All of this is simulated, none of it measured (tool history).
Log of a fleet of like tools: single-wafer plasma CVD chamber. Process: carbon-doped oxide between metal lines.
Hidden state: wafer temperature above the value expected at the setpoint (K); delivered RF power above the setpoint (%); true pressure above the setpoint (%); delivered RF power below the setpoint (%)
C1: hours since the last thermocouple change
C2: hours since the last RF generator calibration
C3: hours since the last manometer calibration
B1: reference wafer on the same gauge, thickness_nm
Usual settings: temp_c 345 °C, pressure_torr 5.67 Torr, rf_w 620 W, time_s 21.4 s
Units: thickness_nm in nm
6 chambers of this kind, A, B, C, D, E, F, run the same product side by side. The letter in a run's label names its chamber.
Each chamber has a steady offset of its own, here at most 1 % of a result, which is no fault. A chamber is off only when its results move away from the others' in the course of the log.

Run 1F, hour 14.1: usual settings; C1 552.7; C2 701.2; C3 1160.1; B1 154.05. Result: thickness_nm 129.91 nm.
Run 2B, hour 27.3: usual settings; C1 1011.7; C2 121.4; C3 435.1; B1 154.06. Result: thickness_nm 128.73 nm.
Run 3E, hour 38.5: usual settings; C1 2462.5; C2 1724.8; C3 1913.9; B1 153.99. Result: thickness_nm 129.23 nm.
At hour 49.4: chamber A: thermocouple changed; heater temperature recalibrated.
Run 4C, hour 50.3: usual settings; C1 2344.3; C2 1277.6; C3 2042.3; B1 154.05. Result: thickness_nm 130.73 nm.
Run 5A, hour 63.3: usual settings; C1 14.0; C2 1364.3; C3 383.7; B1 153.95. Result: thickness_nm 129.45 nm.
Run 6D, hour 73.6: usual settings; C1 395.3; C2 450.5; C3 2100.4; B1 154.01. Result: thickness_nm 129.93 nm.
Run 7A, hour 82.7: usual settings; C1 33.4; C2 1383.7; C3 403.1; B1 154.30. Result: thickness_nm 128.54 nm.
Run 8D, hour 91.6: usual settings; C1 413.3; C2 468.5; C3 2118.4; B1 154.00. Result: thickness_nm 129.73 nm.
Run 9B, hour 105.4: usual settings; C1 1089.8; C2 199.5; C3 513.2; B1 154.06. Result: thickness_nm 129.67 nm.
Run 10F, hour 113.3: usual settings; C1 651.9; C2 800.4; C3 1259.3; B1 154.08. Result: thickness_nm 129.19 nm.
Run 11C, hour 122.1: usual settings; C1 2416.1; C2 1349.4; C3 2114.1; B1 153.96. Result: thickness_nm 130.31 nm.
Run 12E, hour 136.9: usual settings; C1 2560.9; C2 1823.2; C3 2012.3; B1 154.08. Result: thickness_nm 129.34 nm.
Run 13A, hour 149.7: usual settings; C1 100.4; C2 1450.7; C3 470.1; B1 154.00. Result: thickness_nm 127.81 nm.
Run 14D, hour 159.4: usual settings; C1 481.1; C2 536.3; C3 2186.2; B1 154.09. Result: thickness_nm 130.32 nm.
Run 15B, hour 172.5: usual settings; C1 1156.9; C2 266.6; C3 580.3; B1 153.98. Result: thickness_nm 128.13 nm.
Run 16F, hour 180.9: usual settings; C1 719.5; C2 868.0; C3 1326.9; B1 153.81. Result: thickness_nm 128.35 nm.
At hour 181.6: chamber F: capacitance manometer re-zeroed and calibrated.
Run 17E, hour 189.2: usual settings but time_s 18.3 s; C1 2613.2; C2 1875.5; C3 2064.6; B1 153.92. Result: thickness_nm 110.57 nm.
Run 18C, hour 203.9: usual settings but time_s 18.3 s; C1 2497.9; C2 1431.2; C3 2195.9; B1 153.89. Result: thickness_nm 111.29 nm.
Run 19E, hour 216.8: usual settings but time_s 18.3 s; C1 2640.8; C2 1903.1; C3 2092.2; B1 153.84. Result: thickness_nm 109.87 nm.
Run 20B, hour 226.3: usual settings but time_s 18.3 s; C1 1210.7; C2 320.4; C3 634.1; B1 154.06. Result: thickness_nm 110.99 nm.
Run 21C, hour 235.7: usual settings but time_s 18.3 s; C1 2529.7; C2 1463.0; C3 2227.7; B1 153.98. Result: thickness_nm 111.45 nm.
Run 22F, hour 248.9: usual settings but time_s 18.3 s; C1 787.5; C2 936.0; C3 67.4; B1 154.10. Result: thickness_nm 109.33 nm.
Run 23A, hour 262.8: usual settings; C1 213.5; C2 1563.8; C3 583.2; B1 154.01. Result: thickness_nm 127.35 nm.
Run 24D, hour 276.2: usual settings but pressure_torr 5.18 Torr; C1 597.9; C2 653.1; C3 2303.0; B1 153.99. Result: thickness_nm 128.72 nm.
Run 25D, hour 290.3: usual settings but pressure_torr 5.18 Torr; C1 612.0; C2 667.2; C3 2317.1; B1 153.99. Result: thickness_nm 128.36 nm.
Run 26C, hour 298.5: usual settings but pressure_torr 5.18 Torr; C1 2592.5; C2 1525.8; C3 2290.5; B1 154.17. Result: thickness_nm 128.45 nm.
At hour 299.6: chamber C: capacitance manometer re-zeroed and calibrated.
Run 27A, hour 307.7: usual settings but pressure_torr 5.18 Torr; C1 258.4; C2 1608.7; C3 628.1; B1 154.06. Result: thickness_nm 126.99 nm.
Run 28B, hour 314.6: usual settings but pressure_torr 5.18 Torr; C1 1299.0; C2 408.7; C3 722.4; B1 154.06. Result: thickness_nm 127.51 nm.
Run 29F, hour 327.7: usual settings but pressure_torr 5.18 Torr; C1 866.3; C2 1014.8; C3 146.2; B1 153.97. Result: thickness_nm 124.70 nm.
Run 30E, hour 342.0: usual settings; C1 2766.0; C2 2028.3; C3 2217.4; B1 154.16. Result: thickness_nm 128.83 nm.
Run 31D, hour 348.6: usual settings but temp_c 331 °C; C1 670.3; C2 725.5; C3 2375.4; B1 153.79. Result: thickness_nm 135.72 nm.
At hour 357.9: chamber C: thermocouple changed; heater temperature recalibrated.
Run 32A, hour 360.7: usual settings but temp_c 331 °C; C1 311.4; C2 1661.7; C3 681.1; B1 153.95. Result: thickness_nm 134.78 nm.
Run 33C, hour 369.3: usual settings but temp_c 331 °C; C1 11.5; C2 1596.6; C3 69.7; B1 153.93. Result: thickness_nm 136.28 nm.
Run 34F, hour 382.0: usual settings but temp_c 331 °C; C1 920.6; C2 1069.1; C3 200.5; B1 153.94. Result: thickness_nm 130.22 nm.
Run 35B, hour 394.5: usual settings but temp_c 331 °C; C1 1378.9; C2 488.6; C3 802.3; B1 154.08. Result: thickness_nm 134.93 nm.
Run 36E, hour 406.6: usual settings but temp_c 331 °C; C1 2830.6; C2 2092.9; C3 2282.0; B1 153.96. Result: thickness_nm 134.42 nm.
Run 37A, hour 421.6: usual settings; C1 372.3; C2 1722.6; C3 742.0; B1 153.98. Result: thickness_nm 128.76 nm.
Run 38C, hour 429.8: usual settings; C1 72.0; C2 1657.1; C3 130.2; B1 154.03. Result: thickness_nm 129.63 nm.
Run 39B, hour 439.0: usual settings but pressure_torr 4.56 Torr, time_s 18.4 s; C1 1423.4; C2 533.1; C3 846.8; B1 154.00. Result: thickness_nm 108.06 nm.
Run 40D, hour 447.6: usual settings but pressure_torr 4.56 Torr, time_s 18.4 s; C1 769.3; C2 824.5; C3 2474.4; B1 153.95. Result: thickness_nm 108.91 nm.
Run 41E, hour 461.1: usual settings but pressure_torr 4.56 Torr, time_s 18.4 s; C1 2885.1; C2 2147.4; C3 2336.5; B1 153.88. Result: thickness_nm 107.57 nm.
Run 42F, hour 468.6: usual settings but pressure_torr 4.56 Torr, time_s 18.4 s; C1 1007.2; C2 1155.7; C3 287.1; B1 154.06. Result: thickness_nm 103.43 nm.

Is one chamber off against the others, does the gauge drift, or is nothing wrong? If a chamber is off, say which, and what the likeliest cause is.

Chamber F drifts away from the others.
Cause: delivered RF power below the setpoint (%) = 7.83.

Here are 4 candidates for chamber F's next run, each the usual settings with a change, their results left as question marks. Which one brings its results back in line with what the others give on the usual settings?
In line means no further than this from the other chambers' mean on the usual settings: thickness_nm 2.10 nm
Run 43F-1, hour 479.5: usual settings but pressure_torr 7.18 Torr. Result: thickness_nm ?.
Run 43F-2, hour 479.5: usual settings but rf_w 595 W. Result: thickness_nm ?.
Run 43F-3, hour 479.5: usual settings but temp_c 347 °C, pressure_torr 5.55 Torr, rf_w 575 W. Result: thickness_nm ?.
Run 43F-4, hour 479.5: usual settings but pressure_torr 5.81 Torr, rf_w 670 W. Result: thickness_nm ?.

The other chambers' mean on the usual settings: thickness_nm 129.29 nm
  run  thickness_nm
43F-1        125.11
43F-2        119.39
43F-3        115.83
43F-4        128.93
43F-4 brings the chamber back in line.

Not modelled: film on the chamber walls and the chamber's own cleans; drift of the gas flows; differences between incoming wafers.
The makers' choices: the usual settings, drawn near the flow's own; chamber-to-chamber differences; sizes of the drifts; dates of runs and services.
